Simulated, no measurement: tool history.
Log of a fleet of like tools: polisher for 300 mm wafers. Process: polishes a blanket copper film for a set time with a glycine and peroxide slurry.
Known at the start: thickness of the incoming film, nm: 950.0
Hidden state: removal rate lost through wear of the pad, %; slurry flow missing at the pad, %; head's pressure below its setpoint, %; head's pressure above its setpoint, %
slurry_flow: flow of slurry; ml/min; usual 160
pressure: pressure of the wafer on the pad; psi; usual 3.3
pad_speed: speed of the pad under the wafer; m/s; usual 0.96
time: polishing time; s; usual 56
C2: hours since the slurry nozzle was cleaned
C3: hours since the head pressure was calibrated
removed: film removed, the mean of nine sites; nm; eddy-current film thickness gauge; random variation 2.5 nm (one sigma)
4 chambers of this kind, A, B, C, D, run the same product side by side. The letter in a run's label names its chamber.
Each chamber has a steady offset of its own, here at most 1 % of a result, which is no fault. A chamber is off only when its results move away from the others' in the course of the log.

run 1D hour=4.0 | slurry_flow=160 pressure=3.3 pad_speed=0.96 time=56 | wafers_polished_on_this_pad=658 C2=506.9 C3=203.7 | removed=345.34
run 2A hour=9.7 | slurry_flow=160 pressure=3.3 pad_speed=0.96 time=56 | wafers_polished_on_this_pad=154 C2=482.3 C3=431.2 | removed=348.27
run 3B hour=15.6 | slurry_flow=160 pressure=3.3 pad_speed=0.96 time=56 | wafers_polished_on_this_pad=337 C2=108.7 C3=196.7 | removed=350.28
-- hour=19.1 chamber C: head pressure recalibrated
run 4C hour=20.1 | slurry_flow=160 pressure=3.3 pad_speed=0.96 time=56 | wafers_polished_on_this_pad=519 C2=324.6 C3=1.1 | removed=354.60
-- hour=20.6 chamber D: worn pad replaced by a new one
run 5C hour=26.6 | slurry_flow=160 pressure=3.3 pad_speed=0.96 time=56 | wafers_polished_on_this_pad=570 C2=331.1 C3=7.6 | removed=355.41
run 6A hour=31.4 | slurry_flow=160 pressure=3.3 pad_speed=0.96 time=56 | wafers_polished_on_this_pad=326 C2=504.0 C3=452.9 | removed=348.23
run 7D hour=37.2 | slurry_flow=185 pressure=3.3 pad_speed=0.96 time=64 | wafers_polished_on_this_pad=132 C2=540.1 C3=236.9 | removed=410.52
run 8B hour=45.2 | slurry_flow=185 pressure=3.3 pad_speed=0.96 time=64 | wafers_polished_on_this_pad=572 C2=138.3 C3=226.3 | removed=406.69
-- hour=50.0 chamber A: worn pad replaced by a new one
run 9A hour=51.7 | slurry_flow=185 pressure=3.3 pad_speed=0.96 time=64 | wafers_polished_on_this_pad=13 C2=524.3 C3=473.2 | removed=413.34
run 10D hour=57.5 | slurry_flow=185 pressure=3.3 pad_speed=0.96 time=64 | wafers_polished_on_this_pad=293 C2=560.4 C3=257.2 | removed=406.58
-- hour=59.8 chamber C: worn pad replaced by a new one
-- hour=61.4 chamber A: head pressure recalibrated
run 11C hour=61.6 | slurry_flow=160 pressure=3.3 pad_speed=0.96 time=56 | wafers_polished_on_this_pad=14 C2=366.1 C3=42.6 | removed=355.12
run 12B hour=67.8 | slurry_flow=160 pressure=3.3 pad_speed=0.96 time=56 | wafers_polished_on_this_pad=751 C2=160.9 C3=248.9 | removed=357.54
-- hour=71.8 chamber B: worn pad replaced by a new one
run 13B hour=75.3 | slurry_flow=160 pressure=3.3 pad_speed=0.96 time=56 | wafers_polished_on_this_pad=27 C2=168.4 C3=256.4 | removed=353.56
run 14A hour=82.3 | slurry_flow=120 pressure=3.3 pad_speed=1.28 time=56 | wafers_polished_on_this_pad=256 C2=554.9 C3=20.9 | removed=423.83
run 15C hour=87.1 | slurry_flow=120 pressure=3.3 pad_speed=1.28 time=56 | wafers_polished_on_this_pad=216 C2=391.6 C3=68.1 | removed=426.71
run 16D hour=93.4 | slurry_flow=120 pressure=3.3 pad_speed=1.28 time=56 | wafers_polished_on_this_pad=577 C2=596.3 C3=293.1 | removed=421.54
run 17C hour=101.0 | slurry_flow=120 pressure=3.3 pad_speed=1.28 time=56 | wafers_polished_on_this_pad=327 C2=405.5 C3=82.0 | removed=426.71
run 18D hour=106.8 | slurry_flow=160 pressure=3.3 pad_speed=0.96 time=56 | wafers_polished_on_this_pad=684 C2=609.7 C3=306.5 | removed=346.06
run 19A hour=113.7 | slurry_flow=120 pressure=3.3 pad_speed=0.96 time=56 | wafers_polished_on_this_pad=505 C2=586.3 C3=52.3 | removed=320.97
-- hour=115.8 chamber A: worn pad replaced by a new one
run 20B hour=120.8 | slurry_flow=120 pressure=3.3 pad_speed=0.96 time=56 | wafers_polished_on_this_pad=388 C2=213.9 C3=301.9 | removed=335.56
-- hour=126.5 chamber D: worn pad replaced by a new one
run 21D hour=128.0 | slurry_flow=120 pressure=3.3 pad_speed=0.96 time=56 | wafers_polished_on_this_pad=12 C2=630.9 C3=327.7 | removed=329.71
run 22A hour=134.1 | slurry_flow=120 pressure=3.3 pad_speed=0.96 time=56 | wafers_polished_on_this_pad=145 C2=606.7 C3=72.7 | removed=310.31
run 23B hour=141.3 | slurry_flow=160 pressure=3.3 pad_speed=0.96 time=56 | wafers_polished_on_this_pad=551 C2=234.4 C3=322.4 | removed=352.03
run 24C hour=148.8 | slurry_flow=160 pressure=3.3 pad_speed=0.96 time=56 | wafers_polished_on_this_pad=706 C2=453.3 C3=129.8 | removed=352.92

All 4 chambers run these settings next. Forecast each chamber's results:
run 25A hour=154.7 | slurry_flow=160 pressure=3.3 pad_speed=0.96 time=56 | removed=?
run 25B hour=154.7 | slurry_flow=160 pressure=3.3 pad_speed=0.96 time=56 | removed=?
run 25C hour=154.7 | slurry_flow=160 pressure=3.3 pad_speed=0.96 time=56 | removed=?
run 25D hour=154.7 | slurry_flow=160 pressure=3.3 pad_speed=0.96 time=56 | removed=?

run=25A removed=331.64
run=25B removed=353.01
run=25C removed=356.89
run=25D removed=352.77
